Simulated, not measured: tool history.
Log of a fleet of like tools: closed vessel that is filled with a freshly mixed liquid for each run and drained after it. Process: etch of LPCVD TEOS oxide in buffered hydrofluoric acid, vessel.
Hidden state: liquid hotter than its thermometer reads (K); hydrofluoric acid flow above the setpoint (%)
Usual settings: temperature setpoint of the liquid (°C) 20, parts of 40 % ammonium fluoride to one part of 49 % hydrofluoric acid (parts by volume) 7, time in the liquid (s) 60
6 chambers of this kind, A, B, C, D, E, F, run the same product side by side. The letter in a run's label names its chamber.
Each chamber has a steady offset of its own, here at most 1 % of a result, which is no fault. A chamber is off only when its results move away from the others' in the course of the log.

run   hour  temperature setpoint of the liquid (°C)  parts of 40 % ammonium fluoride to one part of 49 % hydrofluoric acid (parts by volume)  time in the liquid (s)  hours since the thermometer was replaced  hours since the hydrofluoric acid flow meter was replaced  read-back film thickness of the LPCVD TEOS oxide reference wafer, read on the same gauge (nm)  thickness taken off the LPCVD TEOS oxide on a monitor wafer (angstrom)
 1B    5.3                                       20                                                                                        7                      60                                    1837.9                                                      117.1                                                                                         30.006                                                                  2291.3
 2A   14.3                                       20                                                                                        7                      60                                     319.8                                                        452                                                                                         29.991                                                                  2244.1
 3F   23.6                                       20                                                                                        7                      60                                     120.4                                                      236.1                                                                                         29.996                                                                  2232.4
 4C   29.2                                       20                                                                                        7                      60                                    1408.5                                                      168.5                                                                                         30.012                                                                    2234
 5D   34.2                                       20                                                                                        7                      60                                    1551.4                                                     1583.9                                                                                         30.049                                                                  2286.3
 6E   40.4                                       20                                                                                        7                      60                                     694.7                                                       44.1                                                                                         30.009                                                                    2239
 7E   45.8                                       20                                                                                        7                      60                                     700.1                                                       49.5                                                                                         29.969                                                                  2226.5
 8D   55.5                                       20                                                                                      8.5                      60                                    1572.7                                                     1605.2                                                                                         29.994                                                                    1813
 9A   62.8                                       20                                                                                      8.5                      60                                     368.3                                                      500.5                                                                                         29.991                                                                  1815.4
10F   72.5                                       20                                                                                      8.5                      60                                     169.3                                                        285                                                                                         29.975                                                                  1826.7
11B   77.3                                       20                                                                                      8.5                      60                                    1909.9                                                      189.1                                                                                         30.005                                                                  1833.3
12C   85.9                                       20                                                                                      8.5                      60                                    1465.2                                                      225.2                                                                                         29.996                                                                  1783.2
13D   95.5                                       20                                                                                      8.5                      60                                    1612.7                                                     1645.2                                                                                          29.98                                                                  1812.3
14A  100.3                                       20                                                                                        5                      60                                     405.8                                                        538                                                                                         30.019                                                                  2975.6
15C  106.3                                       20                                                                                        5                      60                                    1485.6                                                      245.6                                                                                         30.004                                                                  2961.9
16E  116.5                                       20                                                                                        5                      60                                     770.8                                                      120.2                                                                                         30.012                                                                    2913
17B  125.5                                       20                                                                                        5                      60                                    1958.1                                                      237.3                                                                                          30.01                                                                  3023.1
18F  133.7                                       20                                                                                        5                      60                                     230.5                                                      346.2                                                                                         29.981                                                                  2984.8
19E  143.9                                       20                                                                                        5                      60                                     798.2                                                      147.6                                                                                         29.984                                                                    2981
20D  149.2                                       20                                                                                        7                      60                                    1666.4                                                     1698.9                                                                                         30.006                                                                  2276.6
21C  157.2                                       20                                                                                        7                      60                                    1536.5                                                      296.5                                                                                         29.999                                                                  2221.8
22A    163                                       20                                                                                        7                      60                                     468.5                                                      600.7                                                                                         29.984                                                                  2260.5
23B  172.6                                       20                                                                                        7                      60                                    2005.2                                                      284.4                                                                                         30.001                                                                  2258.4
24F  183.3                                       20                                                                                        7                      60                                     280.1                                                      395.8                                                                                         30.025                                                                  2239.7
     185.1  -- chamber F: hydrofluoric acid flow meter replaced
25F  191.6                                       20                                                                                        7                      60                                     288.4                                                        6.5                                                                                         29.983                                                                  2254.5
26E  199.9                                       20                                                                                        7                      60                                     854.2                                                      203.6                                                                                         30.017                                                                  2350.7
27A  204.9                                       20                                                                                        7                      60                                     510.4                                                      642.6                                                                                         30.017                                                                  2253.6
28C  211.6                                       20                                                                                        7                      90                                    1590.9                                                      350.9                                                                                         29.992                                                                  3293.1
29D    218                                       20                                                                                        7                      90                                    1735.2                                                     1767.7                                                                                         30.016                                                                  3359.8
30B  222.9                                       20                                                                                        7                      90                                    2055.5                                                      334.7                                                                                         29.997                                                                  3455.5
     226.1  -- chamber C: thermometer replaced
31F  232.2                                       20                                                                                        7                      90                                       329                                                       47.1                                                                                         30.022                                                                  3388.2
32A    238                                       20                                                                                        7                      90                                     543.5                                                      675.7                                                                                         30.022                                                                  3327.9
33C  245.1                                       20                                                                                        7                      90                                      19.1                                                      384.4                                                                                         30.014                                                                  3366.8
34B  254.2                                       20                                                                                        7                      60                                    2086.8                                                        366                                                                                         29.996                                                                  2253.8
       255  -- chamber D: thermometer replaced
35E  262.5                                       20                                                                                        7                      60                                     916.8                                                      266.2                                                                                         29.984                                                                  2431.7
36D  270.2                                       20                                                                                        7                      60                                      15.3                                                     1819.9                                                                                         29.996                                                                    2214
37B  279.4                                       20                                                                                        7                      60                                      2112                                                      391.2                                                                                         29.987                                                                  2270.6
38C  286.5                                       20                                                                                        7                      60                                      60.5                                                      425.8                                                                                             30                                                                  2231.1
39F  292.7                                       20                                                                                        7                      60                                     389.5                                                      107.6                                                                                         30.006                                                                  2240.8

All 6 chambers run these settings next. Forecast each chamber's results:
40A  300.4                                       20                                                                                        7                      60                                                                                                                                                                                                                                                                           ?
40B  300.4                                       20                                                                                        7                      60                                                                                                                                                                                                                                                                           ?
40C  300.4                                       20                                                                                        7                      60                                                                                                                                                                                                                                                                           ?
40D  300.4                                       20                                                                                        7                      60                                                                                                                                                                                                                                                                           ?
40E  300.4                                       20                                                                                        7                      60                                                                                                                                                                                                                                                                           ?
40F  300.4                                       20                                                                                        7                      60                                                                                                                                                                                                                                                                           ?

run  thickness taken off the LPCVD TEOS oxide on a monitor wafer (angstrom)
40A                                                                  2243.9
40B                                                                  2294.1
40C                                                                  2221.5
40D                                                                  2249.1
40E                                                                  2493.8
40F                                                                  2225.9

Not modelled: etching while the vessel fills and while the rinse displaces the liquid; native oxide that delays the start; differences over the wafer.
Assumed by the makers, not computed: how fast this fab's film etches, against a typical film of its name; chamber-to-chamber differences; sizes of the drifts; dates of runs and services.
